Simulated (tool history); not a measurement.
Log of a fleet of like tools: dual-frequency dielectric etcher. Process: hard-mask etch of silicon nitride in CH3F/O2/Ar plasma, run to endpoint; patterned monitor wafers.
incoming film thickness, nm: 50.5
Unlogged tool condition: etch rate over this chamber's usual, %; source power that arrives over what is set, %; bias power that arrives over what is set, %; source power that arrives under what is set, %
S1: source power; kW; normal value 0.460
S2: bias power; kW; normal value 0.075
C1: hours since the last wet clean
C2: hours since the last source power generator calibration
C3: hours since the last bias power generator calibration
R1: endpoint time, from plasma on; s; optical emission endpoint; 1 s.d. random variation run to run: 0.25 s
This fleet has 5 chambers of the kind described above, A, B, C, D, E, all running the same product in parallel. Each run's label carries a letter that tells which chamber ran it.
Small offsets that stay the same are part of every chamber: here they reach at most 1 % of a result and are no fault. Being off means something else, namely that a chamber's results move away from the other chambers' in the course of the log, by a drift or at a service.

Run 1D, hour 7.2: usual settings; C1 329.1; C2 1444.1; C3 3728.9. Result: R1 68.724 s.
At hour 8.9: chamber D: wet clean of the chamber.
Run 2A, hour 14.8: usual settings; C1 392.9; C2 1342.4; C3 319.5. Result: R1 67.810 s.
Run 3C, hour 28.3: usual settings; C1 149.3; C2 1893.1; C3 2000.3. Result: R1 67.718 s.
Run 4B, hour 38.0: usual settings; C1 66.6; C2 2830.9; C3 500.1. Result: R1 67.878 s.
At hour 38.7: chamber A: wet clean of the chamber.
Run 5E, hour 51.5: usual settings but S1 0.380 kW; C1 429.0; C2 1034.9; C3 840.4. Result: R1 73.055 s.
Run 6B, hour 61.5: usual settings but S1 0.380 kW; C1 90.1; C2 2854.4; C3 523.6. Result: R1 72.652 s.
At hour 65.7: chamber E: wet clean of the chamber.
Run 7D, hour 70.8: usual settings but S1 0.380 kW; C1 62.0; C2 1507.7; C3 3792.5. Result: R1 73.962 s.
Run 8E, hour 78.9: usual settings but S1 0.380 kW; C1 13.3; C2 1062.3; C3 867.8. Result: R1 73.278 s.
At hour 89.0: chamber D: bias power generator calibrated.
Run 9C, hour 91.6: usual settings but S1 0.380 kW; C1 212.6; C2 1956.4; C3 2063.6. Result: R1 72.882 s.
Run 10A, hour 102.6: usual settings but S2 0.085 kW; C1 64.0; C2 1430.2; C3 407.3. Result: R1 65.330 s.
Run 11B, hour 114.2: usual settings but S2 0.085 kW; C1 142.8; C2 2907.1; C3 576.3. Result: R1 64.943 s.
Run 12D, hour 120.3: usual settings but S2 0.085 kW; C1 111.5; C2 1557.2; C3 31.4. Result: R1 65.557 s.
Run 13A, hour 129.8: usual settings but S2 0.085 kW; C1 91.2; C2 1457.4; C3 434.5. Result: R1 65.272 s.
Run 14E, hour 139.4: usual settings but S2 0.085 kW; C1 73.8; C2 1122.8; C3 928.3. Result: R1 65.486 s.
Run 15C, hour 146.8: usual settings; C1 267.8; C2 2011.6; C3 2118.8. Result: R1 67.741 s.
Run 16D, hour 155.1: usual settings but S1 0.390 kW, S2 0.081 kW; C1 146.3; C2 1592.0; C3 66.2. Result: R1 70.987 s.
Run 17E, hour 166.9: usual settings but S1 0.390 kW, S2 0.081 kW; C1 101.3; C2 1150.3; C3 955.8. Result: R1 70.763 s.
Run 18C, hour 174.7: usual settings but S1 0.390 kW, S2 0.081 kW; C1 295.7; C2 2039.5; C3 2146.7. Result: R1 70.142 s.
Run 19B, hour 182.7: usual settings but S1 0.390 kW, S2 0.081 kW; C1 211.3; C2 2975.6; C3 644.8. Result: R1 70.782 s.
Run 20A, hour 194.2: usual settings but S1 0.390 kW, S2 0.081 kW; C1 155.6; C2 1521.8; C3 498.9. Result: R1 70.905 s.
Run 21E, hour 203.1: usual settings; C1 137.5; C2 1186.5; C3 992.0. Result: R1 68.706 s.
Run 22D, hour 215.8: usual settings; C1 207.0; C2 1652.7; C3 126.9. Result: R1 69.132 s.
Run 23A, hour 228.1: usual settings but S1 0.510 kW; C1 189.5; C2 1555.7; C3 532.8. Result: R1 65.797 s.
Run 24B, hour 238.9: usual settings but S1 0.510 kW; C1 267.5; C2 3031.8; C3 701.0. Result: R1 65.232 s.
Run 25C, hour 251.3: usual settings but S1 0.510 kW; C1 372.3; C2 2116.1; C3 2223.3. Result: R1 65.151 s.
Run 26E, hour 260.5: usual settings but S1 0.510 kW; C1 194.9; C2 1243.9; C3 1049.4. Result: R1 65.449 s.
Run 27B, hour 271.8: usual settings but S1 0.510 kW; C1 300.4; C2 3064.7; C3 733.9. Result: R1 65.812 s.
Run 28A, hour 285.2: usual settings; C1 246.6; C2 1612.8; C3 589.9. Result: R1 68.021 s.
Run 29D, hour 292.2: usual settings; C1 283.4; C2 1729.1; C3 203.3. Result: R1 69.168 s.
Run 30C, hour 305.4: usual settings; C1 426.4; C2 2170.2; C3 2277.4. Result: R1 67.830 s.

All 5 chambers run these settings next. Forecast each chamber's results:
Run 31A, hour 315.5: usual settings. Result: R1 ?.
Run 31B, hour 315.5: usual settings. Result: R1 ?.
Run 31C, hour 315.5: usual settings. Result: R1 ?.
Run 31D, hour 315.5: usual settings. Result: R1 ?.
Run 31E, hour 315.5: usual settings. Result: R1 ?.

run      R1
31A  67.807
31B  67.871
31C  68.205
31D  68.615
31E  67.785

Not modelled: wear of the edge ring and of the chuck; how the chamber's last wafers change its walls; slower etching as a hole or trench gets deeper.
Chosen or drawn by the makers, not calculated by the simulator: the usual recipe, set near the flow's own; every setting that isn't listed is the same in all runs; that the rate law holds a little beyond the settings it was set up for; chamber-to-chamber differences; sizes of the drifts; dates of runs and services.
